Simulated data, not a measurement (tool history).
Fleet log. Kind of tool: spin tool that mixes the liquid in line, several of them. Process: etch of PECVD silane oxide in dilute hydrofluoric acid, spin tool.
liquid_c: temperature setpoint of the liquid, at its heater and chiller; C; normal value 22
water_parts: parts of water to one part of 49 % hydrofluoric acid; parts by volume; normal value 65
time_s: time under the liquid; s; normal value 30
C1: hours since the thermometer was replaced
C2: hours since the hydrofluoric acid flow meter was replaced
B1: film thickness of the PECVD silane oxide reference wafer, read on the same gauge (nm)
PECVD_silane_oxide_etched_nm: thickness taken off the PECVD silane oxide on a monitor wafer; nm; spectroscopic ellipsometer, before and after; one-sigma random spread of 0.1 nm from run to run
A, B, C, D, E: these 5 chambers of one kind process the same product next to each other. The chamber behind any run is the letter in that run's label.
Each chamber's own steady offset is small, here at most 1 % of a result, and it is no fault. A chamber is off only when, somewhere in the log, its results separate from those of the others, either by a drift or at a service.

{"run": "1A", "hour": 7.9, "liquid_c": 22, "water_parts": 65, "time_s": 30, "C1": 1891.1, "C2": 544.8, "B1": 59.978, "PECVD_silane_oxide_etched_nm": 11.538}
{"run": "2D", "hour": 16.9, "liquid_c": 22, "water_parts": 65, "time_s": 30, "C1": 1036, "C2": 734.5, "B1": 60.022, "PECVD_silane_oxide_etched_nm": 11.636}
{"run": "3E", "hour": 23.1, "liquid_c": 22, "water_parts": 65, "time_s": 30, "C1": 1165.6, "C2": 1941.7, "B1": 59.996, "PECVD_silane_oxide_etched_nm": 11.632}
{"run": "4C", "hour": 32.9, "liquid_c": 22, "water_parts": 65, "time_s": 30, "C1": 315, "C2": 302.3, "B1": 60.006, "PECVD_silane_oxide_etched_nm": 11.539}
{"run": "5B", "hour": 44.1, "liquid_c": 22, "water_parts": 65, "time_s": 30, "C1": 660.3, "C2": 473, "B1": 60.007, "PECVD_silane_oxide_etched_nm": 11.536}
{"run": "6E", "hour": 52.9, "liquid_c": 22, "water_parts": 65, "time_s": 30, "C1": 1195.4, "C2": 1971.5, "B1": 59.994, "PECVD_silane_oxide_etched_nm": 11.57}
{"run": "7A", "hour": 58.7, "liquid_c": 22, "water_parts": 65, "time_s": 30, "C1": 1941.9, "C2": 595.6, "B1": 59.998, "PECVD_silane_oxide_etched_nm": 11.446}
{"run": "8C", "hour": 70.6, "liquid_c": 22, "water_parts": 65, "time_s": 30, "C1": 352.7, "C2": 340, "B1": 60.011, "PECVD_silane_oxide_etched_nm": 11.534}
{"run": "9D", "hour": 78.1, "liquid_c": 22, "water_parts": 65, "time_s": 30, "C1": 1097.2, "C2": 795.7, "B1": 59.992, "PECVD_silane_oxide_etched_nm": 11.541}
{"run": "10B", "hour": 86.1, "liquid_c": 22, "water_parts": 65, "time_s": 30, "C1": 702.3, "C2": 515, "B1": 59.985, "PECVD_silane_oxide_etched_nm": 11.748}
{"run": "11C", "hour": 95.4, "liquid_c": 22, "water_parts": 65, "time_s": 30, "C1": 377.5, "C2": 364.8, "B1": 59.994, "PECVD_silane_oxide_etched_nm": 11.579}
{"run": "12E", "hour": 107.4, "liquid_c": 22, "water_parts": 65, "time_s": 40, "C1": 1249.9, "C2": 2026, "B1": 59.985, "PECVD_silane_oxide_etched_nm": 15.665}
{"run": "13D", "hour": 117.9, "liquid_c": 22, "water_parts": 65, "time_s": 40, "C1": 1137, "C2": 835.5, "B1": 60.005, "PECVD_silane_oxide_etched_nm": 15.202}
{"run": "14B", "hour": 128.8, "liquid_c": 22, "water_parts": 65, "time_s": 40, "C1": 745, "C2": 557.7, "B1": 60.011, "PECVD_silane_oxide_etched_nm": 15.29}
{"run": "15A", "hour": 134.1, "liquid_c": 22, "water_parts": 65, "time_s": 40, "C1": 2017.3, "C2": 671, "B1": 59.999, "PECVD_silane_oxide_etched_nm": 15.31}
{"run": "16D", "hour": 140.1, "liquid_c": 22, "water_parts": 65, "time_s": 40, "C1": 1159.2, "C2": 857.7, "B1": 59.997, "PECVD_silane_oxide_etched_nm": 15.034}
{"run": "17A", "hour": 146.1, "liquid_c": 22, "water_parts": 65, "time_s": 30, "C1": 2029.3, "C2": 683, "B1": 59.99, "PECVD_silane_oxide_etched_nm": 11.609}
{"run": "18B", "hour": 156.2, "liquid_c": 22, "water_parts": 65, "time_s": 30, "C1": 772.4, "C2": 585.1, "B1": 59.984, "PECVD_silane_oxide_etched_nm": 11.535}
{"hour": 157.0, "done": "chamber B: hydrofluoric acid flow meter replaced"}
{"run": "19C", "hour": 166.0, "liquid_c": 22, "water_parts": 65, "time_s": 15, "C1": 448.1, "C2": 435.4, "B1": 59.998, "PECVD_silane_oxide_etched_nm": 5.7086}
{"run": "20E", "hour": 174.8, "liquid_c": 22, "water_parts": 65, "time_s": 15, "C1": 1317.3, "C2": 2093.4, "B1": 60.009, "PECVD_silane_oxide_etched_nm": 5.8483}
{"run": "21E", "hour": 182.8, "liquid_c": 22, "water_parts": 65, "time_s": 15, "C1": 1325.3, "C2": 2101.4, "B1": 59.995, "PECVD_silane_oxide_etched_nm": 5.8095}
{"run": "22B", "hour": 189.2, "liquid_c": 22, "water_parts": 65, "time_s": 15, "C1": 805.4, "C2": 32.2, "B1": 59.981, "PECVD_silane_oxide_etched_nm": 5.8063}
{"run": "23A", "hour": 200.7, "liquid_c": 22, "water_parts": 65, "time_s": 15, "C1": 2083.9, "C2": 737.6, "B1": 60.011, "PECVD_silane_oxide_etched_nm": 5.7246}
{"hour": 201.5, "done": "chamber C: hydrofluoric acid flow meter replaced"}
{"run": "24C", "hour": 212.3, "liquid_c": 27, "water_parts": 65, "time_s": 30, "C1": 494.4, "C2": 10.8, "B1": 60.004, "PECVD_silane_oxide_etched_nm": 13.92}
{"run": "25D", "hour": 218.8, "liquid_c": 27, "water_parts": 65, "time_s": 30, "C1": 1237.9, "C2": 936.4, "B1": 59.996, "PECVD_silane_oxide_etched_nm": 14.678}
{"hour": 223.7, "done": "chamber D: thermometer replaced"}
{"run": "26E", "hour": 229.7, "liquid_c": 27, "water_parts": 65, "time_s": 30, "C1": 1372.2, "C2": 2148.3, "B1": 60.01, "PECVD_silane_oxide_etched_nm": 14.201}
{"run": "27C", "hour": 241.3, "liquid_c": 27, "water_parts": 65, "time_s": 30, "C1": 523.4, "C2": 39.8, "B1": 60.024, "PECVD_silane_oxide_etched_nm": 13.963}
{"run": "28D", "hour": 247.6, "liquid_c": 27, "water_parts": 65, "time_s": 30, "C1": 23.9, "C2": 965.2, "B1": 59.982, "PECVD_silane_oxide_etched_nm": 14.83}
{"run": "29A", "hour": 255.3, "liquid_c": 22, "water_parts": 65, "time_s": 30, "C1": 2138.5, "C2": 792.2, "B1": 59.978, "PECVD_silane_oxide_etched_nm": 11.521}
{"run": "30B", "hour": 262.6, "liquid_c": 22, "water_parts": 65, "time_s": 30, "C1": 878.8, "C2": 105.6, "B1": 59.993, "PECVD_silane_oxide_etched_nm": 11.67}
{"run": "31A", "hour": 269.7, "liquid_c": 22, "water_parts": 65, "time_s": 30, "C1": 2152.9, "C2": 806.6, "B1": 60.004, "PECVD_silane_oxide_etched_nm": 11.432}
{"run": "32B", "hour": 275.6, "liquid_c": 22, "water_parts": 65, "time_s": 30, "C1": 891.8, "C2": 118.6, "B1": 59.985, "PECVD_silane_oxide_etched_nm": 11.572}
{"run": "33D", "hour": 284.6, "liquid_c": 22, "water_parts": 65, "time_s": 30, "C1": 60.9, "C2": 1002.2, "B1": 60.009, "PECVD_silane_oxide_etched_nm": 12.186}
{"run": "34E", "hour": 292.0, "liquid_c": 22, "water_parts": 65, "time_s": 30, "C1": 1434.5, "C2": 2210.6, "B1": 60.002, "PECVD_silane_oxide_etched_nm": 11.781}
{"run": "35C", "hour": 303.2, "liquid_c": 22, "water_parts": 65, "time_s": 30, "C1": 585.3, "C2": 101.7, "B1": 59.997, "PECVD_silane_oxide_etched_nm": 11.489}
{"run": "36E", "hour": 309.3, "liquid_c": 22, "water_parts": 65, "time_s": 15, "C1": 1451.8, "C2": 2227.9, "B1": 60.013, "PECVD_silane_oxide_etched_nm": 5.7669}
{"run": "37A", "hour": 315.3, "liquid_c": 22, "water_parts": 65, "time_s": 15, "C1": 2198.5, "C2": 852.2, "B1": 60.007, "PECVD_silane_oxide_etched_nm": 5.7211}
{"run": "38D", "hour": 324.5, "liquid_c": 22, "water_parts": 65, "time_s": 15, "C1": 100.8, "C2": 1042.1, "B1": 60.003, "PECVD_silane_oxide_etched_nm": 6.2342}
{"run": "39B", "hour": 336.5, "liquid_c": 22, "water_parts": 65, "time_s": 15, "C1": 952.7, "C2": 179.5, "B1": 60.009, "PECVD_silane_oxide_etched_nm": 5.6922}
{"run": "40C", "hour": 343.5, "liquid_c": 22, "water_parts": 65, "time_s": 15, "C1": 625.6, "C2": 142, "B1": 60.009, "PECVD_silane_oxide_etched_nm": 5.7373}
{"run": "41D", "hour": 355.0, "liquid_c": 22, "water_parts": 65, "time_s": 30, "C1": 131.3, "C2": 1072.6, "B1": 60.006, "PECVD_silane_oxide_etched_nm": 12.41}
{"run": "42C", "hour": 364.3, "liquid_c": 22, "water_parts": 65, "time_s": 30, "C1": 646.4, "C2": 162.8, "B1": 59.999, "PECVD_silane_oxide_etched_nm": 11.477}
{"run": "43E", "hour": 372.9, "liquid_c": 22, "water_parts": 65, "time_s": 30, "C1": 1515.4, "C2": 2291.5, "B1": 60.003, "PECVD_silane_oxide_etched_nm": 11.72}

All 5 chambers run these settings next. Forecast each chamber's results:
{"run": "44A", "hour": 381.6, "liquid_c": 22, "water_parts": 65, "time_s": 30, "PECVD_silane_oxide_etched_nm": "?"}
{"run": "44B", "hour": 381.6, "liquid_c": 22, "water_parts": 65, "time_s": 30, "PECVD_silane_oxide_etched_nm": "?"}
{"run": "44C", "hour": 381.6, "liquid_c": 22, "water_parts": 65, "time_s": 30, "PECVD_silane_oxide_etched_nm": "?"}
{"run": "44D", "hour": 381.6, "liquid_c": 22, "water_parts": 65, "time_s": 30, "PECVD_silane_oxide_etched_nm": "?"}
{"run": "44E", "hour": 381.6, "liquid_c": 22, "water_parts": 65, "time_s": 30, "PECVD_silane_oxide_etched_nm": "?"}

run=44A PECVD_silane_oxide_etched_nm=11.502
run=44B PECVD_silane_oxide_etched_nm=11.483
run=44C PECVD_silane_oxide_etched_nm=11.384
run=44D PECVD_silane_oxide_etched_nm=12.744
run=44E PECVD_silane_oxide_etched_nm=11.77
